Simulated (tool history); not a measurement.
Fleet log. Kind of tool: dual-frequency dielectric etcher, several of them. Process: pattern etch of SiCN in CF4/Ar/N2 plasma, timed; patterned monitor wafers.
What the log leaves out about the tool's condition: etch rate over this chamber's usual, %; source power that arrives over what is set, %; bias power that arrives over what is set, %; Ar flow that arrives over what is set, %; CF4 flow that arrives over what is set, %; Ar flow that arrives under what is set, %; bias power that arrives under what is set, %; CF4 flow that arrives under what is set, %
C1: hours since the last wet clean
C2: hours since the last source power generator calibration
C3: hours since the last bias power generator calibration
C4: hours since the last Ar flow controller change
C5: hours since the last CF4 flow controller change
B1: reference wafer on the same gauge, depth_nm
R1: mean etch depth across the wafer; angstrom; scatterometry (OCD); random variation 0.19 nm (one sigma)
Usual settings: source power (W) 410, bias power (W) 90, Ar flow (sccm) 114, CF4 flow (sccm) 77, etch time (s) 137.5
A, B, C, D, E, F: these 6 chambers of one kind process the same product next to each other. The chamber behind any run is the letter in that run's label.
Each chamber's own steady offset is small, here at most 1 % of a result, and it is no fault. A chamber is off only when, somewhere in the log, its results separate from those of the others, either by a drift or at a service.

Run 1D, hour 9.2: usual settings; C1 422.9; C2 342.3; C3 2400.8; C4 344.6; C5 1577.8; B1 96.971. Result: R1 1185.6 angstrom.
Run 2C, hour 17.3: usual settings; C1 323.4; C2 52.6; C3 94.2; C4 1715.6; C5 973.9; B1 96.932. Result: R1 1179.8 angstrom.
Run 3B, hour 22.7: usual settings; C1 470.1; C2 3214.3; C3 883.2; C4 2832.2; C5 2052.8; B1 96.972. Result: R1 1160.6 angstrom.
Run 4E, hour 34.7: usual settings; C1 322.9; C2 3356.7; C3 3275.1; C4 2707.4; C5 3018.1; B1 96.915. Result: R1 1179.7 angstrom.
Run 5A, hour 41: usual settings; C1 373; C2 431.2; C3 3988.1; C4 81.7; C5 2516.2; B1 96.929. Result: R1 1172.4 angstrom.
Run 6F, hour 50.4: usual settings; C1 382.6; C2 1375.9; C3 1365.9; C4 1825.4; C5 1432.9; B1 96.893. Result: R1 1179.3 angstrom.
Run 7B, hour 56.3: usual settings; C1 503.7; C2 3247.9; C3 916.8; C4 2865.8; C5 2086.4; B1 96.884. Result: R1 1165.4 angstrom.
Run 8A, hour 67.5: usual settings; C1 399.5; C2 457.7; C3 4014.6; C4 108.2; C5 2542.7; B1 96.87. Result: R1 1172.2 angstrom.
Run 9E, hour 77.4: usual settings but etch time (s) 155; C1 365.6; C2 3399.4; C3 3317.8; C4 2750.1; C5 3060.8; B1 96.869. Result: R1 1327 angstrom.
At hour 79.2: chamber B: wet clean of the chamber.
Run 10D, hour 83.8: usual settings but etch time (s) 155; C1 497.5; C2 416.9; C3 2475.4; C4 419.2; C5 1652.4; B1 96.886. Result: R1 1335.9 angstrom.
At hour 93.9: chamber A: wet clean of the chamber.
Run 11C, hour 94.1: usual settings but etch time (s) 155; C1 400.2; C2 129.4; C3 171; C4 1792.4; C5 1050.7; B1 96.823. Result: R1 1326.6 angstrom.
Run 12F, hour 105.8: usual settings but etch time (s) 155; C1 438; C2 1431.3; C3 1421.3; C4 1880.8; C5 1488.3; B1 96.822. Result: R1 1331.6 angstrom.
Run 13F, hour 114.6: usual settings but etch time (s) 155; C1 446.8; C2 1440.1; C3 1430.1; C4 1889.6; C5 1497.1; B1 96.808. Result: R1 1326.2 angstrom.
Run 14A, hour 120.2: usual settings but etch time (s) 155; C1 26.4; C2 510.4; C3 4067.3; C4 160.9; C5 2595.4; B1 96.736. Result: R1 1320.2 angstrom.
Run 15E, hour 126: usual settings; C1 414.2; C2 3448; C3 3366.4; C4 2798.7; C5 3109.4; B1 96.807. Result: R1 1174.6 angstrom.
Run 16C, hour 138.1: usual settings; C1 444.2; C2 173.4; C3 215; C4 1836.4; C5 1094.7; B1 96.76. Result: R1 1175.9 angstrom.
Run 17B, hour 148.5: usual settings; C1 69.3; C2 3340.1; C3 1009; C4 2958; C5 2178.6; B1 96.755. Result: R1 1162.9 angstrom.
Run 18D, hour 156.8: usual settings; C1 570.5; C2 489.9; C3 2548.4; C4 492.2; C5 1725.4; B1 96.728. Result: R1 1178.8 angstrom.
At hour 163.1: chamber B: CF4 flow controller replaced.
Run 19B, hour 165.9: usual settings; C1 86.7; C2 3357.5; C3 1026.4; C4 2975.4; C5 2.8; B1 96.687. Result: R1 1156.4 angstrom.
Run 20D, hour 176: usual settings; C1 589.7; C2 509.1; C3 2567.6; C4 511.4; C5 1744.6; B1 96.687. Result: R1 1179.5 angstrom.
Run 21F, hour 182.4: usual settings; C1 514.6; C2 1507.9; C3 1497.9; C4 1957.4; C5 1564.9; B1 96.633. Result: R1 1177.9 angstrom.
Run 22E, hour 188: usual settings; C1 476.2; C2 3510; C3 3428.4; C4 2860.7; C5 3171.4; B1 96.676. Result: R1 1174.8 angstrom.
At hour 192.8: chamber E: wet clean of the chamber.
Run 23A, hour 194.8: usual settings; C1 101; C2 585; C3 4141.9; C4 235.5; C5 2670; B1 96.652. Result: R1 1167.9 angstrom.
Run 24C, hour 206.4: usual settings; C1 512.5; C2 241.7; C3 283.3; C4 1904.7; C5 1163; B1 96.639. Result: R1 1178.5 angstrom.
At hour 207.9: chamber C: wet clean of the chamber.
Run 25C, hour 214.8: usual settings; C1 6.9; C2 250.1; C3 291.7; C4 1913.1; C5 1171.4; B1 96.652. Result: R1 1178.6 angstrom.
Run 26D, hour 223.4: usual settings; C1 637.1; C2 556.5; C3 2615; C4 558.8; C5 1792; B1 96.618. Result: R1 1177.6 angstrom.
Run 27A, hour 229.8: usual settings; C1 136; C2 620; C3 4176.9; C4 270.5; C5 2705; B1 96.628. Result: R1 1166.3 angstrom.
At hour 230: chamber B: Ar flow controller replaced.
Run 28B, hour 241.5: usual settings; C1 162.3; C2 3433.1; C3 1102; C4 11.5; C5 78.4; B1 96.557. Result: R1 1159.3 angstrom.
Run 29E, hour 249.3: usual settings; C1 56.6; C2 3571.3; C3 3489.7; C4 2922; C5 3232.7; B1 96.562. Result: R1 1171 angstrom.
Run 30F, hour 256.5: usual settings; C1 588.7; C2 1582; C3 1572; C4 2031.5; C5 1639; B1 96.512. Result: R1 1178.5 angstrom.
Run 31E, hour 264.6: usual settings; C1 71.9; C2 3586.6; C3 3505; C4 2937.3; C5 3248; B1 96.539. Result: R1 1176.2 angstrom.
Run 32B, hour 272.8: usual settings but source power (W) 350, Ar flow (sccm) 97; C1 193.6; C2 3464.4; C3 1133.3; C4 42.8; C5 109.7; B1 96.518. Result: R1 1028.8 angstrom.
Run 33F, hour 278.8: usual settings but source power (W) 350, Ar flow (sccm) 97; C1 611; C2 1604.3; C3 1594.3; C4 2053.8; C5 1661.3; B1 96.535. Result: R1 1051.8 angstrom.
Run 34A, hour 285.6: usual settings but source power (W) 350, Ar flow (sccm) 97; C1 191.8; C2 675.8; C3 4232.7; C4 326.3; C5 2760.8; B1 96.526. Result: R1 1039.7 angstrom.
At hour 286.2: chamber D: wet clean of the chamber.
Run 35C, hour 292.8: usual settings but source power (W) 350, Ar flow (sccm) 97; C1 84.9; C2 328.1; C3 369.7; C4 1991.1; C5 1249.4; B1 96.469. Result: R1 1050.8 angstrom.
Run 36D, hour 298.6: usual settings but source power (W) 350, Ar flow (sccm) 97; C1 12.5; C2 631.7; C3 2690.2; C4 634; C5 1867.2; B1 96.435. Result: R1 1045.2 angstrom.
At hour 305.5: chamber F: wet clean of the chamber.
Run 37A, hour 305.7: usual settings but source power (W) 350, Ar flow (sccm) 97; C1 211.9; C2 695.9; C3 4252.8; C4 346.4; C5 2780.9; B1 96.476. Result: R1 1041.6 angstrom.
Run 38B, hour 316: usual settings; C1 236.8; C2 3507.6; C3 1176.5; C4 86; C5 152.9; B1 96.407. Result: R1 1159.2 angstrom.
Run 39E, hour 327.2: usual settings; C1 134.5; C2 3649.2; C3 3567.6; C4 2999.9; C5 3310.6; B1 96.426. Result: R1 1170.4 angstrom.
Run 40D, hour 335.8: usual settings; C1 49.7; C2 668.9; C3 2727.4; C4 671.2; C5 1904.4; B1 96.378. Result: R1 1176.1 angstrom.
Run 41F, hour 343.4: usual settings; C1 38; C2 1668.9; C3 1658.9; C4 2118.4; C5 1725.9; B1 96.355. Result: R1 1173.9 angstrom.
Run 42C, hour 351.5: usual settings; C1 143.6; C2 386.8; C3 428.4; C4 2049.8; C5 1308.1; B1 96.337. Result: R1 1174.8 angstrom.

Does one chamber stand apart from the rest, does the shared gauge drift, or is all well apart from small per-chamber offsets? Give the chamber and the most likely cause, where there is one.

Every chamber seems to shift together because the gauge that measures them all drifts; the chambers themselves are fine.
What lies behind it: gauge reads low (%) = 0.666.
